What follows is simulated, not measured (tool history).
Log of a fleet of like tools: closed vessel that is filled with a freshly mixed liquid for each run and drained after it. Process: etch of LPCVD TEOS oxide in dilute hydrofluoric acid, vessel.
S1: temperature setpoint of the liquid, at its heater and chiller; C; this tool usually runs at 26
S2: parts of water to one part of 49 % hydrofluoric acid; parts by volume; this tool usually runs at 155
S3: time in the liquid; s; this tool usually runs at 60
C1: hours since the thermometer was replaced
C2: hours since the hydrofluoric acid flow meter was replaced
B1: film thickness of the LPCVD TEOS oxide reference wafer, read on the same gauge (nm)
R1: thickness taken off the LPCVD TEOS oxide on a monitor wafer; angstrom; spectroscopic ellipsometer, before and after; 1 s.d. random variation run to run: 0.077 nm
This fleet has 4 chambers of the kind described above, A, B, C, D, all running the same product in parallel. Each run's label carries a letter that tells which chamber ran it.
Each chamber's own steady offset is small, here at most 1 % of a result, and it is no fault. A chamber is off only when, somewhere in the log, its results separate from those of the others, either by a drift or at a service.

{"run": "1A", "hour": 9.2, "S1": 26, "S2": 155, "S3": 60, "C1": 867.7, "C2": 502.3, "B1": 150.01, "R1": 100.2}
{"run": "2D", "hour": 17.4, "S1": 26, "S2": 155, "S3": 60, "C1": 210.6, "C2": 58.6, "B1": 150.0, "R1": 99.797}
{"run": "3C", "hour": 26.5, "S1": 26, "S2": 155, "S3": 60, "C1": 1759.2, "C2": 370.9, "B1": 149.99, "R1": 101.3}
{"run": "4B", "hour": 33.1, "S1": 26, "S2": 155, "S3": 60, "C1": 1442.2, "C2": 55.5, "B1": 150.01, "R1": 98.984}
{"run": "5B", "hour": 42.7, "S1": 26, "S2": 155, "S3": 60, "C1": 1451.8, "C2": 65.1, "B1": 149.99, "R1": 100.25}
{"run": "6D", "hour": 52.0, "S1": 26, "S2": 155, "S3": 60, "C1": 245.2, "C2": 93.2, "B1": 150.01, "R1": 100.4}
{"run": "7A", "hour": 59.7, "S1": 26, "S2": 155, "S3": 60, "C1": 918.2, "C2": 552.8, "B1": 150.01, "R1": 100.51}
{"run": "8C", "hour": 65.2, "S1": 26, "S2": 155, "S3": 60, "C1": 1797.9, "C2": 409.6, "B1": 150.0, "R1": 100.42}
{"run": "9B", "hour": 74.4, "S1": 26, "S2": 155, "S3": 60, "C1": 1483.5, "C2": 96.8, "B1": 150.01, "R1": 99.882}
{"run": "10C", "hour": 82.5, "S1": 26, "S2": 185, "S3": 60, "C1": 1815.2, "C2": 426.9, "B1": 150.0, "R1": 82.344}
{"run": "11A", "hour": 87.7, "S1": 26, "S2": 185, "S3": 60, "C1": 946.2, "C2": 580.8, "B1": 149.99, "R1": 82.295}
{"run": "12D", "hour": 96.5, "S1": 26, "S2": 185, "S3": 60, "C1": 289.7, "C2": 137.7, "B1": 150.0, "R1": 80.747}
{"run": "13A", "hour": 105.5, "S1": 26, "S2": 185, "S3": 60, "C1": 964.0, "C2": 598.6, "B1": 150.01, "R1": 81.906}
{"run": "14C", "hour": 112.6, "S1": 26, "S2": 155, "S3": 60, "C1": 1845.3, "C2": 457.0, "B1": 150.01, "R1": 99.667}
{"run": "15D", "hour": 122.4, "S1": 26, "S2": 155, "S3": 60, "C1": 315.6, "C2": 163.6, "B1": 149.99, "R1": 99.7}
{"run": "16B", "hour": 127.2, "S1": 26, "S2": 155, "S3": 60, "C1": 1536.3, "C2": 149.6, "B1": 149.99, "R1": 101.3}
{"run": "17A", "hour": 137.1, "S1": 26, "S2": 155, "S3": 60, "C1": 995.6, "C2": 630.2, "B1": 150.0, "R1": 103.92}
{"run": "18B", "hour": 141.7, "S1": 26, "S2": 155, "S3": 60, "C1": 1550.8, "C2": 164.1, "B1": 150.01, "R1": 102.06}
{"run": "19D", "hour": 150.3, "S1": 26, "S2": 155, "S3": 60, "C1": 343.5, "C2": 191.5, "B1": 150.0, "R1": 98.297}
{"run": "20C", "hour": 160.1, "S1": 26, "S2": 155, "S3": 60, "C1": 1892.8, "C2": 504.5, "B1": 150.01, "R1": 99.092}
{"run": "21B", "hour": 169.3, "S1": 26, "S2": 155, "S3": 60, "C1": 1578.4, "C2": 191.7, "B1": 150.01, "R1": 100.8}
{"run": "22A", "hour": 175.0, "S1": 26, "S2": 155, "S3": 60, "C1": 1033.5, "C2": 668.1, "B1": 150.0, "R1": 103.58}
{"run": "23D", "hour": 184.1, "S1": 26, "S2": 155, "S3": 60, "C1": 377.3, "C2": 225.3, "B1": 149.99, "R1": 99.37}
{"run": "24C", "hour": 192.9, "S1": 26, "S2": 155, "S3": 45, "C1": 1925.6, "C2": 537.3, "B1": 149.99, "R1": 75.949}
{"run": "25D", "hour": 199.6, "S1": 26, "S2": 155, "S3": 45, "C1": 392.8, "C2": 240.8, "B1": 149.99, "R1": 75.534}
{"run": "26B", "hour": 207.2, "S1": 26, "S2": 155, "S3": 45, "C1": 1616.3, "C2": 229.6, "B1": 150.01, "R1": 74.284}
{"run": "27A", "hour": 212.6, "S1": 26, "S2": 155, "S3": 45, "C1": 1071.1, "C2": 705.7, "B1": 149.98, "R1": 81.271}
{"run": "28C", "hour": 219.0, "S1": 26, "S2": 155, "S3": 60, "C1": 1951.7, "C2": 563.4, "B1": 150.01, "R1": 101.14}
{"run": "29B", "hour": 225.1, "S1": 26, "S2": 155, "S3": 60, "C1": 1634.2, "C2": 247.5, "B1": 150.0, "R1": 100.43}
{"run": "30A", "hour": 232.7, "S1": 26, "S2": 155, "S3": 60, "C1": 1091.2, "C2": 725.8, "B1": 149.99, "R1": 107.26}
{"run": "31C", "hour": 242.6, "S1": 26, "S2": 155, "S3": 60, "C1": 1975.3, "C2": 587.0, "B1": 149.99, "R1": 100.46}
{"run": "32D", "hour": 250.3, "S1": 26, "S2": 210, "S3": 75, "C1": 443.5, "C2": 291.5, "B1": 149.98, "R1": 86.307}
{"run": "33B", "hour": 255.0, "S1": 26, "S2": 210, "S3": 75, "C1": 1664.1, "C2": 277.4, "B1": 150.0, "R1": 85.648}
{"run": "34D", "hour": 265.1, "S1": 26, "S2": 210, "S3": 75, "C1": 458.3, "C2": 306.3, "B1": 150.02, "R1": 85.471}
{"run": "35C", "hour": 272.6, "S1": 26, "S2": 210, "S3": 75, "C1": 2005.3, "C2": 617.0, "B1": 149.99, "R1": 86.032}
{"run": "36A", "hour": 278.3, "S1": 26, "S2": 155, "S3": 60, "C1": 1136.8, "C2": 771.4, "B1": 150.02, "R1": 111.71}
{"run": "37D", "hour": 286.4, "S1": 29, "S2": 190, "S3": 60, "C1": 479.6, "C2": 327.6, "B1": 150.02, "R1": 88.302}

Next, every chamber runs the same settings. What will each give?
{"run": "38A", "hour": 293.8, "S1": 26, "S2": 155, "S3": 60, "R1": "?"}
{"run": "38B", "hour": 293.8, "S1": 26, "S2": 155, "S3": 60, "R1": "?"}
{"run": "38C", "hour": 293.8, "S1": 26, "S2": 155, "S3": 60, "R1": "?"}
{"run": "38D", "hour": 293.8, "S1": 26, "S2": 155, "S3": 60, "R1": "?"}

run=38A R1=111.270
run=38B R1=100.350
run=38C R1=101.040
run=38D R1=100.230

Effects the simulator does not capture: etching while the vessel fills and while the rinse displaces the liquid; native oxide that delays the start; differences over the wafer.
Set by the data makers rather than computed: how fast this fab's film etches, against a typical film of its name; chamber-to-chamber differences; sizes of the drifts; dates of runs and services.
